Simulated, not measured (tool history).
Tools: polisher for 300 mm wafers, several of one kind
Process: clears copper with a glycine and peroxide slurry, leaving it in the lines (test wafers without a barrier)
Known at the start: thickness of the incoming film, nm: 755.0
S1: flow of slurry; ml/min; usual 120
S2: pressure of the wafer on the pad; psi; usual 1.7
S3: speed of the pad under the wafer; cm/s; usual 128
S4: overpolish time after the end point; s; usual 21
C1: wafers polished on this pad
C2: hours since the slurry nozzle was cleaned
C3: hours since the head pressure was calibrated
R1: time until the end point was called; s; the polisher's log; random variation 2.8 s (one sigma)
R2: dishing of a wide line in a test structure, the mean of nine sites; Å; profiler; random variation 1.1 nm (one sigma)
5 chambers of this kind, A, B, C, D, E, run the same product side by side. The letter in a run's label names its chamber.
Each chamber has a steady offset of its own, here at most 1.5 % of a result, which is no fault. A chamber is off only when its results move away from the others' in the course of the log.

-- hour=1.1 chamber C: worn pad replaced by a new one
run 1A hour=8.0 | S1=120 S2=1.7 S3=128 S4=21 | C1=426 C2=100.2 C3=1011.1 | R1=151.34 R2=636.28
run 2D hour=15.7 | S1=120 S2=1.7 S3=128 S4=21 | C1=240 C2=131.3 C3=1550.7 | R1=155.46 R2=650.71
run 3B hour=21.8 | S1=120 S2=1.7 S3=128 S4=21 | C1=1187 C2=338.2 C3=482.9 | R1=152.09 R2=636.67
-- hour=25.0 chamber B: worn pad replaced by a new one
run 4E hour=29.3 | S1=120 S2=1.7 S3=128 S4=21 | C1=565 C2=292.8 C3=220.2 | R1=152.35 R2=667.34
-- hour=37.6 chamber D: head pressure recalibrated
run 5C hour=38.4 | S1=120 S2=1.7 S3=128 S4=21 | C1=152 C2=178.1 C3=477.6 | R1=151.98 R2=642.32
run 6E hour=44.5 | S1=120 S2=1.7 S3=128 S4=21 | C1=627 C2=308.0 C3=235.4 | R1=152.67 R2=651.16
-- hour=44.9 chamber E: slurry nozzle cleaned
run 7C hour=53.2 | S1=120 S2=1.7 S3=128 S4=21 | C1=212 C2=192.9 C3=492.4 | R1=153.04 R2=633.70
-- hour=55.8 chamber A: worn pad replaced by a new one
run 8B hour=61.3 | S1=120 S2=1.7 S3=128 S4=21 | C1=148 C2=377.7 C3=522.4 | R1=153.04 R2=639.05
run 9D hour=65.7 | S1=120 S2=1.7 S3=128 S4=21 | C1=444 C2=181.3 C3=28.2 | R1=152.51 R2=634.42
run 10A hour=70.2 | S1=120 S2=1.7 S3=128 S4=21 | C1=58 C2=162.4 C3=1073.3 | R1=149.94 R2=640.04
run 11E hour=78.3 | S1=120 S2=1.7 S3=128 S4=21 | C1=765 C2=33.5 C3=269.2 | R1=150.32 R2=631.27
-- hour=82.6 chamber C: slurry nozzle cleaned
run 12D hour=85.9 | S1=120 S2=1.7 S3=128 S4=21 | C1=527 C2=201.5 C3=48.4 | R1=153.51 R2=637.46
run 13B hour=92.5 | S1=120 S2=1.7 S3=128 S4=21 | C1=276 C2=408.9 C3=553.6 | R1=155.34 R2=649.83
run 14A hour=100.8 | S1=120 S2=1.7 S3=128 S4=21 | C1=183 C2=193.0 C3=1103.9 | R1=153.33 R2=652.94
run 15C hour=106.2 | S1=95 S2=1.7 S3=128 S4=10 | C1=429 C2=23.6 C3=545.4 | R1=165.41 R2=335.65
run 16A hour=111.0 | S1=95 S2=1.7 S3=128 S4=10 | C1=225 C2=203.2 C3=1114.1 | R1=161.09 R2=331.42
-- hour=119.5 chamber D: worn pad replaced by a new one
run 17D hour=119.6 | S1=95 S2=1.7 S3=128 S4=10 | C1=0 C2=235.2 C3=82.1 | R1=164.05 R2=331.63
run 18C hour=128.0 | S1=95 S2=1.7 S3=128 S4=10 | C1=518 C2=45.4 C3=567.2 | R1=164.05 R2=338.86
run 19B hour=132.8 | S1=95 S2=1.7 S3=128 S4=10 | C1=440 C2=449.2 C3=593.9 | R1=163.16 R2=331.37
run 20E hour=139.8 | S1=150 S2=1.7 S3=128 S4=21 | C1=1017 C2=95.0 C3=330.7 | R1=148.03 R2=653.27
run 21E hour=144.2 | S1=150 S2=1.7 S3=128 S4=21 | C1=1035 C2=99.4 C3=335.1 | R1=141.63 R2=655.95
run 22D hour=150.7 | S1=150 S2=1.7 S3=128 S4=21 | C1=127 C2=266.3 C3=113.2 | R1=146.56 R2=663.30
run 23C hour=157.1 | S1=150 S2=1.7 S3=128 S4=21 | C1=637 C2=74.5 C3=596.3 | R1=144.69 R2=672.27
run 24A hour=165.3 | S1=150 S2=1.7 S3=128 S4=21 | C1=447 C2=257.5 C3=1168.4 | R1=143.61 R2=650.67
run 25B hour=169.5 | S1=120 S2=1.7 S3=128 S4=21 | C1=590 C2=485.9 C3=630.6 | R1=150.74 R2=649.47
run 26A hour=178.9 | S1=120 S2=1.7 S3=128 S4=21 | C1=503 C2=271.1 C3=1182.0 | R1=152.00 R2=633.70
-- hour=184.1 chamber C: worn pad replaced by a new one
run 27C hour=187.7 | S1=120 S2=1.7 S3=128 S4=21 | C1=14 C2=105.1 C3=626.9 | R1=152.40 R2=626.39
-- hour=189.5 chamber E: worn pad replaced by a new one
run 28B hour=191.9 | S1=120 S2=1.3 S3=156 S4=21 | C1=682 C2=508.3 C3=653.0 | R1=160.82 R2=591.52
-- hour=192.3 chamber A: worn pad replaced by a new one
run 29D hour=197.7 | S1=120 S2=1.3 S3=156 S4=21 | C1=319 C2=313.3 C3=160.2 | R1=160.33 R2=603.78
run 30E hour=205.7 | S1=120 S2=1.3 S3=156 S4=21 | C1=66 C2=160.9 C3=396.6 | R1=158.05 R2=595.65
run 31C hour=210.7 | S1=120 S2=1.3 S3=156 S4=21 | C1=108 C2=128.1 C3=649.9 | R1=158.89 R2=594.37
run 32A hour=220.0 | S1=120 S2=1.3 S3=156 S4=21 | C1=113 C2=312.2 C3=1223.1 | R1=161.91 R2=599.40
run 33E hour=227.1 | S1=120 S2=1.7 S3=128 S4=21 | C1=153 C2=182.3 C3=418.0 | R1=151.46 R2=643.63
run 34B hour=234.9 | S1=120 S2=1.7 S3=128 S4=21 | C1=857 C2=551.3 C3=696.0 | R1=148.43 R2=643.11
run 35D hour=239.8 | S1=120 S2=1.7 S3=128 S4=21 | C1=491 C2=355.4 C3=202.3 | R1=150.04 R2=661.50
run 36B hour=244.1 | S1=120 S2=1.7 S3=128 S4=21 | C1=895 C2=560.5 C3=705.2 | R1=151.74 R2=624.48
run 37D hour=251.6 | S1=120 S2=1.7 S3=128 S4=21 | C1=539 C2=367.2 C3=214.1 | R1=150.44 R2=645.43
run 38E hour=260.2 | S1=120 S2=1.7 S3=128 S4=21 | C1=288 C2=215.4 C3=451.1 | R1=152.33 R2=647.94
run 39A hour=265.4 | S1=120 S2=1.7 S3=128 S4=21 | C1=298 C2=357.6 C3=1268.5 | R1=155.37 R2=647.77
run 40C hour=270.4 | S1=120 S2=1.7 S3=128 S4=21 | C1=352 C2=187.8 C3=709.6 | R1=157.69 R2=635.94

All 5 chambers run these settings next. Forecast each chamber's results:
run 41A hour=277.2 | S1=120 S2=1.7 S3=128 S4=13 | R1=? R2=?
run 41B hour=277.2 | S1=120 S2=1.7 S3=128 S4=13 | R1=? R2=?
run 41C hour=277.2 | S1=120 S2=1.7 S3=128 S4=13 | R1=? R2=?
run 41D hour=277.2 | S1=120 S2=1.7 S3=128 S4=13 | R1=? R2=?
run 41E hour=277.2 | S1=120 S2=1.7 S3=128 S4=13 | R1=? R2=?

run=41A R1=151.08 R2=442.16
run=41B R1=153.89 R2=430.20
run=41C R1=156.12 R2=440.99
run=41D R1=151.50 R2=433.79
run=41E R1=156.63 R2=436.36

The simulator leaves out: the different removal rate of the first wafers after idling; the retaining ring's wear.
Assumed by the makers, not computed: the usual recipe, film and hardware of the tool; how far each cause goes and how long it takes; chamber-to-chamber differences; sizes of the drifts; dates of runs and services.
